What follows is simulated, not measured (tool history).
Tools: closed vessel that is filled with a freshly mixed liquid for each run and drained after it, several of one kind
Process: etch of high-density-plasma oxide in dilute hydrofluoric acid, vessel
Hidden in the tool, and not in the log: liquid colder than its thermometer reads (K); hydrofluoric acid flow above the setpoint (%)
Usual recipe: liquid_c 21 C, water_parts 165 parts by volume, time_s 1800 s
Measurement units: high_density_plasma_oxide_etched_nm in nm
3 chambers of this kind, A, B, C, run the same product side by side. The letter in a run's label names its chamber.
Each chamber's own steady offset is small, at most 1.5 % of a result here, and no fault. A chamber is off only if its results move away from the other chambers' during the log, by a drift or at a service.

run,day,liquid_c,water_parts,time_s,hours since the thermometer was replaced,hours since the hydrofluoric acid flow meter was replaced,"read-back film thickness of the high-density-plasma oxide reference wafer, read on the same gauge (nm)",high_density_plasma_oxide_etched_nm
1C,0.162,21,165,1800,895.6,65.8,80.008,45.877
2A,0.362,21,165,1800,1650.9,1132,80.001,46.485
3B,0.512,21,165,1800,308.4,1433.8,79.977,46.586
4B,0.762,21,165,1800,314.4,1439.8,80.007,46.299
5C,0.925,21,165,1800,913.9,84.1,80.004,45.588
6A,1.208,21,240,1800,1671.2,1152.3,79.999,29.564
7C,1.467,21,240,1800,926.9,97.1,80.018,29.007
8A,1.733,21,240,1800,1683.8,1164.9,79.999,29.311
9B,2.05,21,165,1800,345.3,1470.7,79.998,46.308
10C,2.208,21,165,1800,944.7,114.9,79.974,45.736
11A,2.5,21,130,2635,1702.2,1183.3,79.993,89.788
12B,2.788,21,130,2635,363,1488.4,80.016,89.996
13A,3.046,21,130,2635,1715.3,1196.4,80.016,89.685
14C,3.262,21,165,1800,970,140.2,80.008,45.895
15B,3.562,21,165,1800,381.6,1507,79.994,46.907
16A,3.767,21,165,1800,1732.6,1213.7,79.995,45.924
17B,3.971,21,165,1800,391.4,1516.8,80.003,46.557
18C,4.121,21,165,1800,990.6,160.8,80.007,45.772
19A,4.429,21,165,1800,1748.5,1229.6,79.994,46.617
20C,4.654,21,195,2760,1003.4,173.6,80.01,57.843
21B,4.9,21,195,2760,413.7,1539.1,79.998,58.909
22A,5.054,21,195,2760,1763.5,1244.6,80.022,58.304
23C,5.271,21,165,1800,1018.2,188.4,80.002,45.75
24B,5.608,21,165,1800,430.7,1556.1,80.007,46.947
25A,5.792,21,165,2345,1781.2,1262.3,80.005,61.293
26C,6.062,21,165,2345,1037.2,207.4,79.994,59.373
27B,6.396,21,165,2345,449.6,1575,79.986,61.08
28C,6.733,21,165,1800,1053.3,223.5,80.013,45.673
29A,7.017,21,165,1800,1810.6,1291.7,79.998,47.647
30B,7.333,21,165,1800,472.1,1597.5,80.004,46.226
31A,7.508,21,165,1800,1822.4,1303.5,80.011,47.98
32C,7.688,21,165,1800,1076.2,246.4,80.001,46.089
33B,7.996,21,165,1800,488,1613.4,80,46.748
34B,8.146,21,165,1800,491.6,1617,79.983,46.436
35A,8.396,21,165,1800,1843.7,1324.8,79.995,48.674
36C,8.567,21,165,1800,1097.3,267.5,79.994,46.072
37C,8.838,21,165,1800,1103.8,274,80.013,45.444

All 3 chambers run these settings next. Forecast each chamber's results:
38A,9.079,21,165,1800,,,,?
38B,9.079,21,165,1800,,,,?
38C,9.079,21,165,1800,,,,?

run,high_density_plasma_oxide_etched_nm
38A,48.843
38B,46.823
38C,45.724
